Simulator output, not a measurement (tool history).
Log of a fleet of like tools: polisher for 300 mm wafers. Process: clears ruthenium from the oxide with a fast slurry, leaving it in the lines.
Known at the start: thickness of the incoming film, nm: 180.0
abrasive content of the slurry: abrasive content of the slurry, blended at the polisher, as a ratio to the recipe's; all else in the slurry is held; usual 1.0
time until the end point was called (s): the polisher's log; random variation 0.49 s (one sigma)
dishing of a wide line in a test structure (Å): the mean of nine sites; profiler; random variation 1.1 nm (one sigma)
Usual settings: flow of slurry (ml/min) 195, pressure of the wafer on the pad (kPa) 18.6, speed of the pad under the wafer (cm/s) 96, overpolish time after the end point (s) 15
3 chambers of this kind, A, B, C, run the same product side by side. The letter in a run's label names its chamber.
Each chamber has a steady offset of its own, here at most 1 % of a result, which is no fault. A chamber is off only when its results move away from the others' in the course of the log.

run	hour	flow of slurry (ml/min)	pressure of the wafer on the pad (kPa)	speed of the pad under the wafer (cm/s)	abrasive content of the slurry	overpolish time after the end point (s)	time until the end point was called (s)	dishing of a wide line in a test structure (Å)
# hour 6.4: chamber C: worn pad replaced by a new one
1C	9.1	195	18.6	96	1.0	15	40.656	455.22
# hour 11.9: chamber B: worn pad replaced by a new one
2A	16.7	195	18.6	96	1.0	15	41.097	447.95
3B	22.7	195	18.6	96	1.0	15	39.872	465.77
4A	29.9	195	18.6	96	1.0	15	40.989	455.59
# hour 30.0: chamber B: slurry blender recalibrated
5C	34.7	195	18.6	96	1.0	15	41.401	445.89
6B	39.4	195	13.8	96	1.0	9	54.646	234.29
# hour 40.7: chamber A: worn pad replaced by a new one
7A	46.4	195	13.8	96	1.0	9	54.035	232.38
8B	51.4	195	13.8	96	1.0	9	53.625	242.54
9C	57.0	195	18.6	96	1.0	15	41.447	460.95
10A	64.0	195	18.6	96	1.0	15	40.925	456.86
# hour 68.3: chamber B: worn pad replaced by a new one
11B	69.6	195	18.6	96	1.0	15	39.965	455.89
12C	74.7	195	18.6	96	1.0	15	41.367	464.77
13C	81.7	195	23.4	96	1.2	15	30.281	589.17
# hour 83.7: chamber A: slurry nozzle cleaned
# hour 88.3: chamber A: head pressure recalibrated
14B	91.3	195	23.4	96	1.2	15	29.621	559.98
15A	99.0	195	23.4	96	1.2	15	28.066	589.39
# hour 103.7: chamber C: worn pad replaced by a new one
16A	107.4	195	18.6	96	1.0	15	38.091	509.53
17C	112.0	195	18.6	96	1.0	15	41.408	458.40
# hour 113.0: chamber A: worn pad replaced by a new one
18B	120.9	195	18.6	96	1.0	15	40.737	450.60
19B	130.5	195	18.6	96	1.0	15	40.085	452.76
# hour 131.7: chamber B: worn pad replaced by a new one
20A	138.2	195	18.6	96	0.8	20	42.292	574.00
21C	147.5	195	18.6	96	0.8	20	45.435	544.75
22C	155.4	195	18.6	96	0.8	20	45.922	517.24
23A	163.5	195	18.6	96	1.0	15	38.192	481.34
24B	172.5	195	18.6	96	1.0	15	40.784	443.19
25B	180.1	195	18.6	72	1.0	15	52.880	371.26
# hour 184.9: chamber A: worn pad replaced by a new one
# hour 185.2: chamber B: slurry nozzle cleaned
26A	186.7	195	18.6	72	1.0	15	50.425	404.75
# hour 190.1: chamber C: worn pad replaced by a new one
# hour 192.9: chamber B: worn pad replaced by a new one
27C	193.8	195	18.6	72	1.0	15	55.748	370.82
28B	202.7	195	18.6	96	1.0	15	40.720	458.46
# hour 203.1: chamber A: slurry blender recalibrated
29A	208.0	195	18.6	96	1.0	15	37.855	496.16
30C	213.0	195	18.6	96	1.0	15	42.131	439.45
# hour 220.9: chamber B: slurry blender recalibrated
31C	221.2	235	18.6	96	1.0	15	40.158	462.39
32A	229.0	235	18.6	96	1.0	15	36.594	485.97
33B	234.9	235	18.6	96	1.0	15	39.463	443.86
# hour 239.8: chamber A: worn pad replaced by a new one
34A	243.1	195	18.6	96	1.0	15	37.762	481.94
# hour 248.8: chamber B: worn pad replaced by a new one
35C	250.3	195	18.6	96	1.0	15	41.443	453.46
36B	256.2	195	18.6	96	1.0	15	40.968	455.54
37B	265.8	195	18.6	96	1.0	15	40.987	455.40
38A	274.0	195	18.6	96	1.0	15	37.952	472.50
39C	282.7	195	18.6	96	1.0	15	41.472	440.81

Next, every chamber runs the same settings. What will each give?
40A	289.8	195	23.4	96	1.0	15	?	?
40B	289.8	195	23.4	96	1.0	15	?	?
40C	289.8	195	23.4	96	1.0	15	?	?

run	time until the end point was called (s)	dishing of a wide line in a test structure (Å)
40A	30.731	576.14
40B	31.839	530.98
40C	33.010	535.73

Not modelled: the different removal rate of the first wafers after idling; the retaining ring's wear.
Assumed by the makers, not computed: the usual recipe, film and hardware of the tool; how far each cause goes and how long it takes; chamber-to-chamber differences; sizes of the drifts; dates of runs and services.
